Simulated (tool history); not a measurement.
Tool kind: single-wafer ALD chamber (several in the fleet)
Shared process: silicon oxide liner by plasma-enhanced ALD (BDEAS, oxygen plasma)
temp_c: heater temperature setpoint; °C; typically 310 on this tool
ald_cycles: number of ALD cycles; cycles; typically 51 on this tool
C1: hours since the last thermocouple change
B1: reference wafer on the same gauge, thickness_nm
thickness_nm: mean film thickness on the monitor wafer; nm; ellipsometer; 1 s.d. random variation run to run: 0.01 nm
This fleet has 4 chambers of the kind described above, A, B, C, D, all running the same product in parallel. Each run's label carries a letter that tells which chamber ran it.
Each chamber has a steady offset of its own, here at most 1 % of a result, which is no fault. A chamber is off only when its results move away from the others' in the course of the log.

{"run": "1D", "day": 0.175, "temp_c": 310, "ald_cycles": 51, "C1": 773.3, "B1": 3.9909, "thickness_nm": 4.6796}
{"run": "2C", "day": 0.517, "temp_c": 310, "ald_cycles": 51, "C1": 1863.3, "B1": 3.9903, "thickness_nm": 4.6387}
{"run": "3B", "day": 0.829, "temp_c": 310, "ald_cycles": 51, "C1": 1683.4, "B1": 3.9896, "thickness_nm": 4.649}
{"run": "4A", "day": 1.204, "temp_c": 310, "ald_cycles": 51, "C1": 715.6, "B1": 3.9889, "thickness_nm": 4.6451}
{"run": "5D", "day": 1.55, "temp_c": 310, "ald_cycles": 51, "C1": 806.3, "B1": 3.9906, "thickness_nm": 4.6853}
{"run": "6B", "day": 1.808, "temp_c": 310, "ald_cycles": 51, "C1": 1706.9, "B1": 3.9905, "thickness_nm": 4.6623}
{"run": "7C", "day": 2.117, "temp_c": 310, "ald_cycles": 51, "C1": 1901.7, "B1": 3.9891, "thickness_nm": 4.6356}
{"run": "8A", "day": 2.329, "temp_c": 310, "ald_cycles": 51, "C1": 742.6, "B1": 3.992, "thickness_nm": 4.6331}
{"run": "9B", "day": 2.575, "temp_c": 310, "ald_cycles": 51, "C1": 1725.3, "B1": 3.9893, "thickness_nm": 4.6486}
{"run": "10A", "day": 2.742, "temp_c": 310, "ald_cycles": 51, "C1": 752.5, "B1": 3.9896, "thickness_nm": 4.6197}
{"run": "11D", "day": 3.042, "temp_c": 321, "ald_cycles": 42, "C1": 842.1, "B1": 3.9877, "thickness_nm": 3.8004}
{"run": "12C", "day": 3.396, "temp_c": 321, "ald_cycles": 42, "C1": 1932.4, "B1": 3.9907, "thickness_nm": 3.7633}
{"run": "13B", "day": 3.675, "temp_c": 321, "ald_cycles": 42, "C1": 1751.7, "B1": 3.991, "thickness_nm": 3.7752}
{"run": "14A", "day": 3.95, "temp_c": 321, "ald_cycles": 42, "C1": 781.5, "B1": 3.9888, "thickness_nm": 3.7486}
{"run": "15D", "day": 4.183, "temp_c": 296, "ald_cycles": 55, "C1": 869.5, "B1": 3.9909, "thickness_nm": 5.1829}
{"run": "16C", "day": 4.45, "temp_c": 296, "ald_cycles": 55, "C1": 1957.7, "B1": 3.9904, "thickness_nm": 5.1383}
{"run": "17B", "day": 4.767, "temp_c": 296, "ald_cycles": 55, "C1": 1777.9, "B1": 3.9919, "thickness_nm": 5.1613}
{"run": "18A", "day": 5.054, "temp_c": 296, "ald_cycles": 55, "C1": 808.0, "B1": 3.9879, "thickness_nm": 5.128}
{"run": "19C", "day": 5.404, "temp_c": 310, "ald_cycles": 51, "C1": 1980.6, "B1": 3.9902, "thickness_nm": 4.6318}
{"run": "20D", "day": 5.758, "temp_c": 315, "ald_cycles": 56, "C1": 907.3, "B1": 3.9892, "thickness_nm": 5.0966}
{"run": "21D", "day": 6.096, "temp_c": 315, "ald_cycles": 56, "C1": 915.4, "B1": 3.9921, "thickness_nm": 5.1077}
{"run": "22B", "day": 6.329, "temp_c": 315, "ald_cycles": 56, "C1": 1815.4, "B1": 3.9921, "thickness_nm": 5.0935}
{"run": "23A", "day": 6.679, "temp_c": 315, "ald_cycles": 56, "C1": 847.0, "B1": 3.99, "thickness_nm": 5.0454}
{"run": "24C", "day": 6.896, "temp_c": 310, "ald_cycles": 51, "C1": 2016.4, "B1": 3.9928, "thickness_nm": 4.6405}
{"run": "25A", "day": 7.162, "temp_c": 310, "ald_cycles": 51, "C1": 858.6, "B1": 3.9894, "thickness_nm": 4.6093}
{"run": "26D", "day": 7.442, "temp_c": 310, "ald_cycles": 51, "C1": 947.7, "B1": 3.9916, "thickness_nm": 4.6806}
{"run": "27C", "day": 7.754, "temp_c": 310, "ald_cycles": 51, "C1": 2037.0, "B1": 3.9901, "thickness_nm": 4.6338}
{"run": "28B", "day": 7.967, "temp_c": 310, "ald_cycles": 51, "C1": 1854.7, "B1": 3.9897, "thickness_nm": 4.6581}
{"run": "29A", "day": 8.254, "temp_c": 310, "ald_cycles": 46, "C1": 884.8, "B1": 3.9909, "thickness_nm": 4.1699}
{"run": "30B", "day": 8.608, "temp_c": 310, "ald_cycles": 46, "C1": 1870.1, "B1": 3.9904, "thickness_nm": 4.1956}
{"run": "31C", "day": 8.796, "temp_c": 310, "ald_cycles": 46, "C1": 2062.0, "B1": 3.9913, "thickness_nm": 4.179}
{"run": "32D", "day": 9.117, "temp_c": 310, "ald_cycles": 46, "C1": 987.9, "B1": 3.9896, "thickness_nm": 4.2342}
{"run": "33A", "day": 9.438, "temp_c": 310, "ald_cycles": 55, "C1": 913.2, "B1": 3.9892, "thickness_nm": 4.9966}

Is one chamber out of step, is the gauge drifting, or do the chambers differ by no more than their own small offsets? For an off chamber, give its letter and the likeliest cause.

The fleet is healthy, with each chamber sitting at its usual small offset and no drift in the gauge.
